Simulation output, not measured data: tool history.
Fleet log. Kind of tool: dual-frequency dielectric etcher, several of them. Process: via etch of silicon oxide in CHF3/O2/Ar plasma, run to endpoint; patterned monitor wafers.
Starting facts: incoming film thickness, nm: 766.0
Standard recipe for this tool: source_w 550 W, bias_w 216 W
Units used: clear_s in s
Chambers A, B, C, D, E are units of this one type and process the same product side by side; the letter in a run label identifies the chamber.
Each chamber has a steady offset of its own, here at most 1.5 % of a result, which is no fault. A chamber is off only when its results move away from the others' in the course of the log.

run	hour	source_w	bias_w	clear_s
1A	7.4	550	216	377.88
2D	17.7	550	216	372.85
3C	30	550	216	374.78
4B	44.1	550	216	379.25
5E	56.2	450	192	421.81
6B	63.6	450	192	426.36
# hour 68.8: chamber D: wet clean of the chamber
7E	73.4	450	192	422.96
8C	88.2	450	192	423.1
9A	103.2	450	192	423.16
10D	112.6	490	185	412.9
11B	119.8	490	185	419.45
12D	130.2	490	185	408.92
13A	138.6	490	185	413.96
# hour 141.5: chamber A: wet clean of the chamber
14C	146.6	490	185	410.64
# hour 149.9: chamber C: wet clean of the chamber
15E	158	450	165	441.13
16E	172	450	165	440.35
17C	186.4	450	165	444.89
18A	199.5	450	165	445.08
# hour 210.8: chamber B: wet clean of the chamber
19B	211.4	450	165	446.27
20D	222.9	550	216	369.32
21C	237	550	216	374.56
22B	246.8	550	216	379.58
23E	257.7	550	216	371.45
24A	271.2	550	216	377.24
25D	279.4	550	216	372.48
26D	289.8	450	216	404.2
27B	300.8	450	216	406.7
28A	310.7	450	216	407.32
29E	322.2	450	216	396.49
30C	334.6	450	216	403.11
31A	342.9	550	216	375.49
32E	352.4	550	216	367.38
33B	364.9	550	216	380.17
34D	377.9	620	165	390.29

Which is it: a chamber that has drifted or been left off by a service, a gauge drift common to all chambers, or only each chamber's usual small offset? If a chamber is off, name it and its likeliest cause.

Little by little, chamber E moves away from the other chambers.
Cause: etch rate over this chamber's usual, % = 2.43.

Chamber E could run next with any of the 4 candidate recipes listed below; each alters the usual settings, and their results appear as question marks. Which one brings its results back in line with what the other chambers deliver on the usual settings?
Allowed miss from the other chambers' usual-settings mean, per result, to count as in line: clear_s 4.9 s
35E-1	388.8	570	222	?
35E-2	388.8	590	228	?
35E-3	388.8	530	210	?
35E-4	388.8	510	204	?

The mean the other chambers reach with the usual settings: clear_s 375.69 s
run	clear_s
35E-1	359.37
35E-2	351.4
35E-3	376.67
35E-4	386.1
The answer is 35E-3, which returns the chamber to within the allowed miss of the others.
